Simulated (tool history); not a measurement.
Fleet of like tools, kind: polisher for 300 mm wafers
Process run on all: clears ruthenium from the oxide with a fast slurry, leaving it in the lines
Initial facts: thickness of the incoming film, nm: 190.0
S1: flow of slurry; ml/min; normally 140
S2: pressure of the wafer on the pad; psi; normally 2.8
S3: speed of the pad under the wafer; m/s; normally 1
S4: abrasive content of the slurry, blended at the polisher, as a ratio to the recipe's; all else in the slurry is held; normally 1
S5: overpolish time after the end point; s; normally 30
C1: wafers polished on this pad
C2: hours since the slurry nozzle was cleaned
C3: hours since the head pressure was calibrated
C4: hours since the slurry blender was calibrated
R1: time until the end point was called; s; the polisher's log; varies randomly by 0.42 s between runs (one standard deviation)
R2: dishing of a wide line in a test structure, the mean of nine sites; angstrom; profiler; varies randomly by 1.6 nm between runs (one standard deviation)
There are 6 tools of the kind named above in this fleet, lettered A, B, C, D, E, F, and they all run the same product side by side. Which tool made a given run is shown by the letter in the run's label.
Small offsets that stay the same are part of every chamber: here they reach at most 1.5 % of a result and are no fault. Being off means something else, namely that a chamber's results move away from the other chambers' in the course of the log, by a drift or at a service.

run,hour,S1,S2,S3,S4,S5,C1,C2,C3,C4,R1,R2
1D,4.7,140,2.8,1,1,30,435,499.1,235,282.3,39.835,1025.4
# hour 5.9: chamber C: worn pad replaced by a new one
# hour 6.7: chamber B: worn pad replaced by a new one
2F,7.2,140,2.8,1,1,30,666,616,193.3,53.9,38.844,1009
# hour 9.7: chamber A: slurry blender recalibrated
3C,11.9,140,2.8,1,1,30,68,91.7,1301.3,77.8,39.02,1032.8
4B,15.1,140,2.8,1,1,30,95,399.9,433.7,325.9,40.62,1003.6
5E,20.6,140,2.8,0.84,1,30,548,345.9,625.1,152.8,47.428,875.76
6A,24.4,140,2.8,0.84,1,30,825,88.3,320.3,14.7,47.591,876.33
# hour 25.6: chamber B: slurry nozzle cleaned
7D,27.1,140,2.8,0.84,1,30,688,521.5,257.4,304.7,47.116,901.89
# hour 30.3: chamber D: slurry nozzle cleaned
8A,30.4,140,2.8,0.84,1,30,893,94.3,326.3,20.7,47.273,872.03
9E,34.1,140,2.8,0.84,1,30,701,359.4,638.6,166.3,46.79,890.62
10B,38.6,140,2.8,0.84,1,30,360,13.1,457.2,349.4,47.275,843.86
11F,43.7,140,2.8,1,1,30,1078,652.5,229.8,90.4,39.607,1010
# hour 46.7: chamber B: worn pad replaced by a new one
12C,49.4,140,2.8,1,1,30,490,129.2,1338.8,115.3,39.179,976.8
# hour 53.4: chamber C: worn pad replaced by a new one
# hour 53.5: chamber F: worn pad replaced by a new one
13E,54.9,140,2.8,1,1,30,935,380.2,659.4,187.1,40.972,1011
# hour 55.6: chamber F: slurry blender recalibrated
14B,58.8,140,2.8,1,1,30,136,33.3,477.4,369.6,40.165,998.35
# hour 59.5: chamber A: worn pad replaced by a new one
15D,63.4,140,2.8,1,1,30,1097,33.1,293.7,341,38.988,1006.9
16A,67.3,140,2.8,1,1,30,89,131.2,363.2,57.6,39.52,1013.9
17F,70.3,140,2.8,1,1,30,189,679.1,256.4,14.7,39.807,1019.5
18C,72.8,160,2.8,1,1.2,30,219,152.6,1362.2,138.7,34.735,1061.1
19C,78.2,160,2.8,1,1.2,30,280,158,1367.6,144.1,35.413,1106.5
20B,83.8,160,2.8,1,1.2,30,418,58.3,502.4,394.6,35.946,1104
21F,89.3,160,2.8,1,1.2,30,403,698.1,275.4,33.7,35.799,1093
22A,93.9,160,2.8,1,1.2,30,389,157.8,389.8,84.2,35.725,1088.8
23E,99.1,160,2.8,1,1.2,30,1434,424.4,703.6,231.3,36.535,1096.5
# hour 99.9: chamber B: worn pad replaced by a new one
# hour 101: chamber E: worn pad replaced by a new one
# hour 102.8: chamber C: worn pad replaced by a new one
24D,103.2,140,2.8,1,1,30,1546,72.9,333.5,380.8,39.894,1021.6
25F,106.1,140,2.8,1,1,30,593,714.9,292.2,50.5,39.747,1026.4
26A,110.6,140,2.8,1,1,30,577,174.5,406.5,100.9,39.737,1002.6
# hour 113.2: chamber D: worn pad replaced by a new one
27D,113.5,140,2.8,1,1,30,3,83.2,343.8,391.1,39.317,1015.5
# hour 114.7: chamber C: slurry nozzle cleaned
28E,116.7,140,2.8,1,1,30,177,442,721.2,248.9,39.466,976.11
# hour 120.2: chamber E: head pressure recalibrated
29B,122,140,2.8,1,1,30,250,96.5,540.6,432.8,40.095,1018.8
30C,125.1,140,2.8,1,1,30,251,10.5,1414.5,191,39.126,1023.5
31F,127.7,120,3.2,1,1,30,836,736.5,313.8,72.1,35.352,1099
32A,133.3,120,3.2,1,1,30,833,197.2,429.2,123.6,35.922,1091.4
33C,138.1,120,3.2,1,1,30,398,23.5,1427.5,204,35.08,1094
34E,142.7,120,3.2,1,1,30,471,468,22.5,274.9,36.065,1088.6
35B,145.6,120,3.2,1,1,30,516,120.1,564.2,456.4,35.994,1109.6
36D,149.8,120,3.2,1,1,30,413,119.5,380.1,427.4,35.209,1106.6
# hour 150.3: chamber B: worn pad replaced by a new one
37B,153.2,140,2.8,1,1,30,33,127.7,571.8,464,39.598,979.83
38A,158.7,140,2.8,1,1,30,1119,222.6,454.6,149,39.376,1022.6

Predict what each chamber gives when all 6 of them run the settings below next.
39A,162.8,140,3.6,1,1,30,,,,,?,?
39B,162.8,140,3.6,1,1,30,,,,,?,?
39C,162.8,140,3.6,1,1,30,,,,,?,?
39D,162.8,140,3.6,1,1,30,,,,,?,?
39E,162.8,140,3.6,1,1,30,,,,,?,?
39F,162.8,140,3.6,1,1,30,,,,,?,?

run,R1,R2
39A,30.246,1186
39B,30.825,1213.7
39C,30.394,1246.4
39D,30.736,1195.8
39E,30.891,1234.6
39F,30.703,1222.3
